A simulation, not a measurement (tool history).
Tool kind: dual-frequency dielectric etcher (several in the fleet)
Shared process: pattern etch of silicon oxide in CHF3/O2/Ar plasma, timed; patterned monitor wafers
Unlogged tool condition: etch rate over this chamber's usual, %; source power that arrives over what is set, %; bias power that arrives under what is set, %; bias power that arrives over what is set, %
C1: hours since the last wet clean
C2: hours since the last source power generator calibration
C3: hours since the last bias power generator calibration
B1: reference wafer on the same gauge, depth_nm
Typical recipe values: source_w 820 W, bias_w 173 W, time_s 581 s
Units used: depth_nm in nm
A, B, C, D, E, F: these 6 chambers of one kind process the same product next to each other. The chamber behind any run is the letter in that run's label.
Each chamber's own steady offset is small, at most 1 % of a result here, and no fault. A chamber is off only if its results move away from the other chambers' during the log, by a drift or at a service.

{"run": "1B", "day": 0.333, "source_w": 820, "bias_w": 173, "time_s": 581, "C1": 309.1, "C2": 2373.1, "C3": 2238.3, "B1": 1479.8, "depth_nm": 1278.5}
{"run": "2C", "day": 0.717, "source_w": 820, "bias_w": 173, "time_s": 581, "C1": 306.2, "C2": 657.4, "C3": 497.3, "B1": 1479.7, "depth_nm": 1275.8}
{"run": "3A", "day": 0.992, "source_w": 820, "bias_w": 173, "time_s": 581, "C1": 284.8, "C2": 549.7, "C3": 2924.1, "B1": 1479.6, "depth_nm": 1277.8}
{"day": 1.067, "done": "chamber F: source power generator calibrated"}
{"run": "4E", "day": 1.271, "source_w": 820, "bias_w": 173, "time_s": 581, "C1": 174.5, "C2": 986.6, "C3": 1371.7, "B1": 1479.7, "depth_nm": 1283.9}
{"run": "5F", "day": 1.596, "source_w": 820, "bias_w": 173, "time_s": 581, "C1": 157.7, "C2": 12.8, "C3": 770, "B1": 1479.4, "depth_nm": 1273.3}
{"run": "6D", "day": 2.104, "source_w": 820, "bias_w": 173, "time_s": 581, "C1": 418.3, "C2": 2571, "C3": 900.6, "B1": 1478.9, "depth_nm": 1270.9}
{"day": 2.625, "done": "chamber C: wet clean of the chamber"}
{"run": "7A", "day": 2.696, "source_w": 820, "bias_w": 173, "time_s": 581, "C1": 325.7, "C2": 590.6, "C3": 2965, "B1": 1479.1, "depth_nm": 1276.4}
{"run": "8B", "day": 3.292, "source_w": 820, "bias_w": 173, "time_s": 581, "C1": 380.1, "C2": 2444.1, "C3": 2309.3, "B1": 1478.7, "depth_nm": 1276.3}
{"run": "9C", "day": 3.775, "source_w": 820, "bias_w": 173, "time_s": 581, "C1": 27.6, "C2": 730.8, "C3": 570.7, "B1": 1478.6, "depth_nm": 1276.1}
{"run": "10F", "day": 4.212, "source_w": 820, "bias_w": 173, "time_s": 581, "C1": 220.5, "C2": 75.6, "C3": 832.8, "B1": 1477.8, "depth_nm": 1271.7}
{"run": "11D", "day": 4.654, "source_w": 820, "bias_w": 173, "time_s": 581, "C1": 479.5, "C2": 2632.2, "C3": 961.8, "B1": 1478, "depth_nm": 1270.7}
{"run": "12E", "day": 5.008, "source_w": 820, "bias_w": 173, "time_s": 581, "C1": 264.2, "C2": 1076.3, "C3": 1461.4, "B1": 1477.4, "depth_nm": 1281.5}
{"run": "13C", "day": 5.621, "source_w": 820, "bias_w": 173, "time_s": 581, "C1": 71.9, "C2": 775.1, "C3": 615, "B1": 1477.9, "depth_nm": 1274.2}
{"run": "14B", "day": 6.058, "source_w": 820, "bias_w": 173, "time_s": 581, "C1": 446.5, "C2": 2510.5, "C3": 2375.7, "B1": 1477.2, "depth_nm": 1273.7}
{"day": 6.392, "done": "chamber D: wet clean of the chamber"}
{"run": "15A", "day": 6.542, "source_w": 820, "bias_w": 173, "time_s": 581, "C1": 418, "C2": 682.9, "C3": 3057.3, "B1": 1477.3, "depth_nm": 1276.1}
{"run": "16D", "day": 7.075, "source_w": 820, "bias_w": 173, "time_s": 581, "C1": 16.4, "C2": 2690.3, "C3": 1019.9, "B1": 1477, "depth_nm": 1271.5}
{"run": "17E", "day": 7.683, "source_w": 820, "bias_w": 173, "time_s": 581, "C1": 328.4, "C2": 1140.5, "C3": 1525.6, "B1": 1477, "depth_nm": 1283.1}
{"run": "18F", "day": 8.046, "source_w": 820, "bias_w": 173, "time_s": 581, "C1": 312.5, "C2": 167.6, "C3": 924.8, "B1": 1476.6, "depth_nm": 1272.7}
{"run": "19C", "day": 8.421, "source_w": 820, "bias_w": 173, "time_s": 581, "C1": 139.1, "C2": 842.3, "C3": 682.2, "B1": 1476.1, "depth_nm": 1275.4}
{"run": "20E", "day": 8.729, "source_w": 820, "bias_w": 173, "time_s": 581, "C1": 353.5, "C2": 1165.6, "C3": 1550.7, "B1": 1476.7, "depth_nm": 1281.6}
{"run": "21F", "day": 9.221, "source_w": 820, "bias_w": 173, "time_s": 581, "C1": 340.7, "C2": 195.8, "C3": 953, "B1": 1475.7, "depth_nm": 1272.6}
{"run": "22B", "day": 9.738, "source_w": 740, "bias_w": 159, "time_s": 581, "C1": 534.8, "C2": 2598.8, "C3": 2464, "B1": 1475.7, "depth_nm": 1194.7}
{"day": 10.154, "done": "chamber E: wet clean of the chamber"}
{"run": "23A", "day": 10.296, "source_w": 740, "bias_w": 159, "time_s": 581, "C1": 508.1, "C2": 773, "C3": 3147.4, "B1": 1475.5, "depth_nm": 1190.8}
{"day": 10.571, "done": "chamber B: wet clean of the chamber"}
{"run": "24D", "day": 10.817, "source_w": 740, "bias_w": 159, "time_s": 581, "C1": 106.2, "C2": 2780.1, "C3": 1109.7, "B1": 1475.3, "depth_nm": 1185.3}
{"run": "25A", "day": 11.142, "source_w": 740, "bias_w": 159, "time_s": 581, "C1": 528.4, "C2": 793.3, "C3": 3167.7, "B1": 1475.3, "depth_nm": 1190}
{"run": "26B", "day": 11.583, "source_w": 740, "bias_w": 159, "time_s": 581, "C1": 24.4, "C2": 2643.1, "C3": 2508.3, "B1": 1475.1, "depth_nm": 1193.5}
{"run": "27F", "day": 11.875, "source_w": 740, "bias_w": 159, "time_s": 581, "C1": 404.4, "C2": 259.5, "C3": 1016.7, "B1": 1474.9, "depth_nm": 1188.4}
{"run": "28D", "day": 12.262, "source_w": 820, "bias_w": 173, "time_s": 581, "C1": 140.9, "C2": 2814.8, "C3": 1144.4, "B1": 1474.6, "depth_nm": 1267.5}
{"run": "29E", "day": 12.592, "source_w": 820, "bias_w": 173, "time_s": 581, "C1": 58.5, "C2": 1258.3, "C3": 1643.4, "B1": 1474.7, "depth_nm": 1282.2}
{"day": 12.712, "done": "chamber F: wet clean of the chamber"}
{"run": "30C", "day": 12.938, "source_w": 820, "bias_w": 173, "time_s": 581, "C1": 247.5, "C2": 950.7, "C3": 790.6, "B1": 1474.4, "depth_nm": 1271.6}
{"run": "31B", "day": 13.488, "source_w": 820, "bias_w": 173, "time_s": 581, "C1": 70.1, "C2": 2688.8, "C3": 2554, "B1": 1473.8, "depth_nm": 1272.7}
{"run": "32F", "day": 13.871, "source_w": 820, "bias_w": 173, "time_s": 581, "C1": 27.8, "C2": 307.4, "C3": 1064.6, "B1": 1474.1, "depth_nm": 1268.7}
{"run": "33C", "day": 14.4, "source_w": 820, "bias_w": 173, "time_s": 581, "C1": 282.6, "C2": 985.8, "C3": 825.7, "B1": 1473.9, "depth_nm": 1268.1}
{"run": "34D", "day": 14.892, "source_w": 820, "bias_w": 173, "time_s": 581, "C1": 204, "C2": 2877.9, "C3": 1207.5, "B1": 1474.2, "depth_nm": 1266.6}
{"run": "35A", "day": 15.3, "source_w": 820, "bias_w": 173, "time_s": 581, "C1": 628.2, "C2": 893.1, "C3": 3267.5, "B1": 1474, "depth_nm": 1272.7}
{"run": "36E", "day": 15.575, "source_w": 820, "bias_w": 173, "time_s": 581, "C1": 130.1, "C2": 1329.9, "C3": 1715, "B1": 1473.7, "depth_nm": 1277.5}
{"run": "37E", "day": 16.183, "source_w": 820, "bias_w": 173, "time_s": 581, "C1": 144.7, "C2": 1344.5, "C3": 1729.6, "B1": 1472.9, "depth_nm": 1276.4}
{"run": "38F", "day": 16.529, "source_w": 950, "bias_w": 198, "time_s": 581, "C1": 91.6, "C2": 371.2, "C3": 1128.4, "B1": 1473.4, "depth_nm": 1402.4}
{"run": "39C", "day": 17.004, "source_w": 950, "bias_w": 198, "time_s": 581, "C1": 345.1, "C2": 1048.3, "C3": 888.2, "B1": 1473, "depth_nm": 1405.3}

Next, all 6 chambers run the settings below, one line each with question marks for the results. What does each chamber give?
{"run": "40A", "day": 17.446, "source_w": 820, "bias_w": 173, "time_s": 581, "depth_nm": "?"}
{"run": "40B", "day": 17.446, "source_w": 820, "bias_w": 173, "time_s": 581, "depth_nm": "?"}
{"run": "40C", "day": 17.446, "source_w": 820, "bias_w": 173, "time_s": 581, "depth_nm": "?"}
{"run": "40D", "day": 17.446, "source_w": 820, "bias_w": 173, "time_s": 581, "depth_nm": "?"}
{"run": "40E", "day": 17.446, "source_w": 820, "bias_w": 173, "time_s": 581, "depth_nm": "?"}
{"run": "40F", "day": 17.446, "source_w": 820, "bias_w": 173, "time_s": 581, "depth_nm": "?"}

run=40A depth_nm=1271
run=40B depth_nm=1269.5
run=40C depth_nm=1274
run=40D depth_nm=1265.7
run=40E depth_nm=1278.4
run=40F depth_nm=1269.2
